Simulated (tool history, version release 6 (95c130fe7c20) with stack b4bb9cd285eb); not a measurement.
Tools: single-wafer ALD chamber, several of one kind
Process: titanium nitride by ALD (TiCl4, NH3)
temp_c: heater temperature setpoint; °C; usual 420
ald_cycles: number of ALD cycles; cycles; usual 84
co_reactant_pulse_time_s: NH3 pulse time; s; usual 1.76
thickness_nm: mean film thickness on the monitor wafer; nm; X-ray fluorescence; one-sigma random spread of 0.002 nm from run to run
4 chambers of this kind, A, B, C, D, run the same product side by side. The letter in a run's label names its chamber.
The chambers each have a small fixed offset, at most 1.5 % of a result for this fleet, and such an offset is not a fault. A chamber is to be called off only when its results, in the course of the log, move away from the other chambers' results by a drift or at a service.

run	day	temp_c	ald_cycles	co_reactant_pulse_time_s	hours since the last thermocouple change	read-back reference wafer on the same gauge, thickness_nm	thickness_nm
1B	0.283	420	84	1.76	2301.7	1.5893	1.8660
2C	0.533	420	84	1.76	444.0	1.5895	1.8598
3D	0.712	420	84	1.76	684.7	1.5893	1.8706
4A	1.017	420	84	1.76	1608.9	1.5889	1.8384
5B	1.279	420	84	1.76	2325.6	1.5887	1.8675
6D	1.533	420	84	1.76	704.4	1.5884	1.8700
7A	1.717	420	84	1.76	1625.7	1.5884	1.8378
8C	2.025	420	92	2.41	479.8	1.5878	2.0521
9A	2.246	420	92	2.41	1638.4	1.5879	2.0319
10C	2.388	420	92	2.41	488.5	1.5878	2.0514
11B	2.662	420	92	2.41	2358.8	1.5873	2.0571
12D	2.888	420	84	1.76	736.9	1.5871	1.8700
13D	3.154	420	84	1.76	743.3	1.5867	1.8678
14A	3.458	420	84	1.76	1667.5	1.5861	1.8386
15B	3.742	420	84	1.76	2384.7	1.5855	1.8619
16C	4.017	420	84	1.76	527.6	1.5855	1.8555
17A	4.288	426	96	1.76	1687.4	1.5854	2.1024
18C	4.462	426	96	1.76	538.3	1.5853	2.1256
19B	4.708	426	96	1.76	2407.9	1.5851	2.1329
20D	4.846	426	96	1.76	783.9	1.5851	2.1361
21C	5.100	420	84	1.76	553.6	1.5850	1.8514
22D	5.388	420	84	1.76	796.9	1.5846	1.8649
23A	5.675	420	76	1.76	1720.7	1.5841	1.6588
24B	5.971	420	76	1.76	2438.2	1.5838	1.6791
25B	6.217	420	76	1.76	2444.1	1.5835	1.6802
26D	6.504	420	76	1.76	823.7	1.5828	1.6861

Next, all 4 chambers run the settings below, one line each with question marks for the results. What does each chamber give?
27A	6.725	420	95	1.76			?
27B	6.725	420	95	1.76			?
27C	6.725	420	95	1.76			?
27D	6.725	420	95	1.76			?

run	thickness_nm
27A	2.0744
27B	2.1037
27C	2.0931
27D	2.1051

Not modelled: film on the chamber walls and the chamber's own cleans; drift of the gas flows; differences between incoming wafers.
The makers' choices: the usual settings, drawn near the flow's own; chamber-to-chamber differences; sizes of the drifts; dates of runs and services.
